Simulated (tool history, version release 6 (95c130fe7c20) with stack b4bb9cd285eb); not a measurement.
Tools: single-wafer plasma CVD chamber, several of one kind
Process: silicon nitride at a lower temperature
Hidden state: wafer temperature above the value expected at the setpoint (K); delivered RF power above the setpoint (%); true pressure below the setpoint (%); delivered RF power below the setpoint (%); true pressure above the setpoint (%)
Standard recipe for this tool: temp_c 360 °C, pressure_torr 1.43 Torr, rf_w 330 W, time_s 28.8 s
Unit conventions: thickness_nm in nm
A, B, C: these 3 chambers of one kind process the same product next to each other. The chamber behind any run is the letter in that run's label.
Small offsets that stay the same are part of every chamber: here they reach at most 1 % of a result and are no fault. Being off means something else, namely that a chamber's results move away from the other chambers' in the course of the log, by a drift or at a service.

| run | hour | temp_c | pressure_torr | rf_w | time_s | hours since the last thermocouple change | hours since the last RF generator calibration | hours since the last manometer calibration | read-back reference wafer on the same gauge, thickness_nm | thickness_nm |
|---|---|---|---|---|---|---|---|---|---|---|
| 1C | 5.7 | 360 | 1.43 | 330 | 28.8 | 1371.3 | 751.0 | 975.3 | 39.502 | 34.775 |
| 2B | 14.0 | 360 | 1.43 | 330 | 28.8 | 1014.3 | 1537.6 | 1513.1 | 39.525 | 34.624 |
| 3A | 19.4 | 360 | 1.43 | 330 | 28.8 | 375.0 | 953.8 | 1165.1 | 39.513 | 35.308 |
| 4A | 26.0 | 360 | 1.43 | 330 | 28.8 | 381.6 | 960.4 | 1171.7 | 39.476 | 34.930 |
| 5C | 31.6 | 360 | 1.43 | 330 | 28.8 | 1397.2 | 776.9 | 1001.2 | 39.474 | 34.773 |
| 6B | 37.4 | 360 | 1.43 | 330 | 28.8 | 1037.7 | 1561.0 | 1536.5 | 39.514 | 34.366 |
| 7B | 42.2 | 360 | 1.43 | 330 | 28.8 | 1042.5 | 1565.8 | 1541.3 | 39.509 | 34.903 |
| 8A | 47.0 | 360 | 1.43 | 330 | 28.8 | 402.6 | 981.4 | 1192.7 | 39.503 | 35.144 |
| 9C | 56.4 | 360 | 1.43 | 330 | 28.8 | 1422.0 | 801.7 | 1026.0 | 39.478 | 34.887 |
| 10B | 63.3 | 360 | 1.43 | 330 | 28.8 | 1063.6 | 1586.9 | 1562.4 | 39.515 | 34.558 |
| 11C | 72.4 | 360 | 1.43 | 330 | 28.8 | 1438.0 | 817.7 | 1042.0 | 39.503 | 34.522 |
| 12A | 77.1 | 360 | 1.43 | 330 | 28.8 | 432.7 | 1011.5 | 1222.8 | 39.470 | 35.002 |
| 13A | 85.6 | 360 | 1.43 | 330 | 28.8 | 441.2 | 1020.0 | 1231.3 | 39.501 | 35.019 |
| 14B | 90.4 | 360 | 1.09 | 330 | 28.8 | 1090.7 | 1614.0 | 1589.5 | 39.519 | 31.980 |
|  | 94.0 | chamber B: capacitance manometer re-zeroed and calibrated |
| 15C | 98.5 | 360 | 1.09 | 330 | 28.8 | 1464.1 | 843.8 | 1068.1 | 39.522 | 31.998 |
| 16A | 106.6 | 360 | 1.09 | 330 | 28.8 | 462.2 | 1041.0 | 1252.3 | 39.510 | 32.589 |
| 17C | 116.1 | 373 | 1.43 | 330 | 28.8 | 1481.7 | 861.4 | 1085.7 | 39.501 | 34.275 |
| 18B | 124.1 | 373 | 1.43 | 330 | 28.8 | 1124.4 | 1647.7 | 30.1 | 39.473 | 34.175 |
| 19C | 129.3 | 373 | 1.43 | 330 | 28.8 | 1494.9 | 874.6 | 1098.9 | 39.505 | 33.994 |
| 20B | 135.4 | 360 | 1.43 | 330 | 28.8 | 1135.7 | 1659.0 | 41.4 | 39.520 | 34.678 |
| 21A | 143.4 | 360 | 1.57 | 275 | 28.8 | 499.0 | 1077.8 | 1289.1 | 39.459 | 31.820 |
| 22A | 151.6 | 360 | 1.57 | 275 | 28.8 | 507.2 | 1086.0 | 1297.3 | 39.476 | 31.750 |
| 23B | 156.9 | 360 | 1.57 | 275 | 28.8 | 1157.2 | 1680.5 | 62.9 | 39.491 | 31.077 |
| 24C | 163.2 | 360 | 1.43 | 330 | 28.8 | 1528.8 | 908.5 | 1132.8 | 39.550 | 34.069 |
| 25A | 170.2 | 360 | 1.43 | 330 | 28.8 | 525.8 | 1104.6 | 1315.9 | 39.478 | 35.014 |
| 26B | 175.4 | 360 | 1.43 | 330 | 28.8 | 1175.7 | 1699.0 | 81.4 | 39.475 | 34.838 |
| 27C | 183.7 | 366 | 1.43 | 330 | 33.0 | 1549.3 | 929.0 | 1153.3 | 39.488 | 39.037 |
| 28A | 189.4 | 366 | 1.43 | 330 | 33.0 | 545.0 | 1123.8 | 1335.1 | 39.516 | 40.153 |
| 29B | 195.4 | 366 | 1.43 | 330 | 33.0 | 1195.7 | 1719.0 | 101.4 | 39.496 | 39.622 |
| 30C | 201.9 | 360 | 1.43 | 330 | 28.8 | 1567.5 | 947.2 | 1171.5 | 39.536 | 34.016 |
| 31B | 208.7 | 346 | 1.43 | 330 | 28.8 | 1209.0 | 1732.3 | 114.7 | 39.501 | 34.735 |
| 32A | 213.8 | 346 | 1.43 | 330 | 28.8 | 569.4 | 1148.2 | 1359.5 | 39.502 | 35.477 |
| 33C | 222.4 | 346 | 1.43 | 330 | 28.8 | 1588.0 | 967.7 | 1192.0 | 39.520 | 34.182 |
| 34B | 228.2 | 360 | 1.43 | 330 | 28.8 | 1228.5 | 1751.8 | 134.2 | 39.488 | 34.616 |
| 35C | 237.0 | 360 | 1.43 | 330 | 28.8 | 1602.6 | 982.3 | 1206.6 | 39.538 | 33.804 |
| 36A | 246.4 | 360 | 1.43 | 330 | 28.8 | 602.0 | 1180.8 | 1392.1 | 39.522 | 35.014 |
| 37A | 254.4 | 360 | 1.43 | 330 | 28.8 | 610.0 | 1188.8 | 1400.1 | 39.530 | 35.205 |
| 38C | 260.9 | 360 | 1.43 | 330 | 28.8 | 1626.5 | 1006.2 | 1230.5 | 39.504 | 33.708 |
| 39B | 267.4 | 360 | 1.43 | 330 | 28.8 | 1267.7 | 1791.0 | 173.4 | 39.493 | 34.574 |
| 40B | 275.0 | 360 | 1.43 | 330 | 28.8 | 1275.3 | 1798.6 | 181.0 | 39.496 | 34.507 |
| 41A | 279.8 | 373 | 1.43 | 330 | 33.0 | 635.4 | 1214.2 | 1425.5 | 39.506 | 40.004 |

All chambers now run identical settings, listed one chamber a line with results as question marks. What results will each chamber show?
| 42A | 286.8 | 360 | 1.43 | 330 | 23.4 |  |  |  |  | ? |
| 42B | 286.8 | 360 | 1.43 | 330 | 23.4 |  |  |  |  | ? |
| 42C | 286.8 | 360 | 1.43 | 330 | 23.4 |  |  |  |  | ? |

| run | thickness_nm |
|---|---|
| 42A | 28.547 |
| 42B | 28.091 |
| 42C | 27.425 |
